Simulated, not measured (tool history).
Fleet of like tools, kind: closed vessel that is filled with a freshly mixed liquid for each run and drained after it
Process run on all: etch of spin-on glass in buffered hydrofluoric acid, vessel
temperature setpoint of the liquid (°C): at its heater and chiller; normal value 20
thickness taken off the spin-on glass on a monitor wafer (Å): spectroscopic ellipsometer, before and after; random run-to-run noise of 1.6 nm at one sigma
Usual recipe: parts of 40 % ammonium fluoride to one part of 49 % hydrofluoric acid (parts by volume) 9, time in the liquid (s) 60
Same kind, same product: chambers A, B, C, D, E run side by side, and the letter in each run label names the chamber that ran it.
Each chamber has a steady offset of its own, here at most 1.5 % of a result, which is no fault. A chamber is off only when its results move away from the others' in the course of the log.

| run | hour | temperature setpoint of the liquid (°C) | parts of 40 % ammonium fluoride to one part of 49 % hydrofluoric acid (parts by volume) | time in the liquid (s) | read-back film thickness of the spin-on glass reference wafer, read on the same gauge (nm) | thickness taken off the spin-on glass on a monitor wafer (Å) |
|---|---|---|---|---|---|---|
| 1B | 9.1 | 20 | 9 | 60 | 39.985 | 2212.7 |
| 2A | 21.9 | 20 | 9 | 60 | 39.998 | 2230.2 |
| 3C | 30.4 | 20 | 9 | 60 | 40.007 | 2244.5 |
|  | 41.1 | chamber C: hydrofluoric acid flow meter replaced |
| 4D | 44.2 | 20 | 9 | 60 | 39.978 | 2210.5 |
| 5E | 53.5 | 20 | 9 | 60 | 39.987 | 2212 |
| 6A | 67.6 | 20 | 9 | 60 | 40.019 | 2228.5 |
| 7D | 81.4 | 20 | 9 | 60 | 39.979 | 2225.4 |
| 8E | 87.8 | 20 | 9 | 60 | 39.997 | 2199.1 |
| 9C | 98.4 | 20 | 9 | 60 | 40.002 | 2191.4 |
| 10B | 107.3 | 23.5 | 10.5 | 60 | 40.005 | 2414.5 |
| 11E | 120.1 | 23.5 | 10.5 | 60 | 40.007 | 2387.2 |
| 12C | 129.8 | 23.5 | 10.5 | 60 | 40.035 | 2414 |
| 13D | 142.8 | 23.5 | 10.5 | 60 | 40.001 | 2359.8 |
| 14A | 156.2 | 23.5 | 10.5 | 60 | 40.006 | 2432.3 |
| 15B | 170.9 | 22.5 | 9 | 60 | 40.009 | 2539.1 |
|  | 180.3 | chamber E: thermometer replaced |
| 16A | 181.5 | 22.5 | 9 | 60 | 39.997 | 2568.2 |
| 17D | 188.7 | 22.5 | 9 | 60 | 40.014 | 2561.1 |
| 18B | 195.9 | 22.5 | 9 | 60 | 40.011 | 2524.4 |
| 19C | 203.8 | 22.5 | 9 | 60 | 39.98 | 2543.3 |
| 20E | 211.9 | 20 | 9 | 60 | 40.007 | 2177.2 |
| 21D | 218.5 | 20 | 9 | 60 | 39.998 | 2232.7 |
| 22E | 230.3 | 20 | 9 | 60 | 40.01 | 2206.9 |
| 23A | 237.3 | 20 | 9 | 60 | 40.005 | 2216.8 |
| 24B | 250.3 | 20 | 6 | 50 | 39.99 | 2740.8 |
| 25C | 260.6 | 20 | 6 | 50 | 39.992 | 2762.9 |
| 26B | 269.1 | 20 | 6 | 50 | 39.992 | 2781.7 |
| 27E | 283.4 | 20 | 6 | 50 | 39.986 | 2775.6 |
| 28A | 290.7 | 20 | 6 | 50 | 39.99 | 2745.5 |
| 29C | 298.1 | 20 | 9 | 60 | 40.019 | 2219.7 |
| 30D | 306.5 | 20 | 9 | 35 | 39.984 | 1335.2 |
| 31D | 314.7 | 20 | 9 | 35 | 39.999 | 1345.4 |
| 32E | 329.6 | 20 | 9 | 35 | 40 | 1278 |
| 33B | 339.8 | 20 | 9 | 35 | 40 | 1294.3 |
| 34A | 350.1 | 20 | 9 | 35 | 39.998 | 1292.9 |
| 35C | 359.1 | 20 | 9 | 60 | 39.994 | 2218.8 |
| 36D | 365.9 | 20 | 9 | 60 | 39.993 | 2298.6 |
| 37E | 380.1 | 20 | 9 | 60 | 40.002 | 2212.2 |
| 38C | 394.7 | 20 | 9 | 60 | 39.996 | 2262.3 |
| 39B | 404 | 20 | 9 | 60 | 40.013 | 2226.5 |
| 40A | 412.1 | 20 | 8 | 60 | 39.964 | 2553.9 |
| 41D | 424.1 | 20 | 8 | 60 | 40.009 | 2685.3 |
| 42C | 437.8 | 20 | 8 | 60 | 40.005 | 2555.1 |
| 43B | 452.3 | 20 | 8 | 60 | 40.003 | 2525.6 |

Next, every chamber runs the same settings. What will each give?
| 44A | 463 | 20 | 9 | 90 |  | ? |
| 44B | 463 | 20 | 9 | 90 |  | ? |
| 44C | 463 | 20 | 9 | 90 |  | ? |
| 44D | 463 | 20 | 9 | 90 |  | ? |
| 44E | 463 | 20 | 9 | 90 |  | ? |

| run | thickness taken off the spin-on glass on a monitor wafer (Å) |
|---|---|
| 44A | 3341.1 |
| 44B | 3361 |
| 44C | 3365.8 |
| 44D | 3588.3 |
| 44E | 3316.2 |
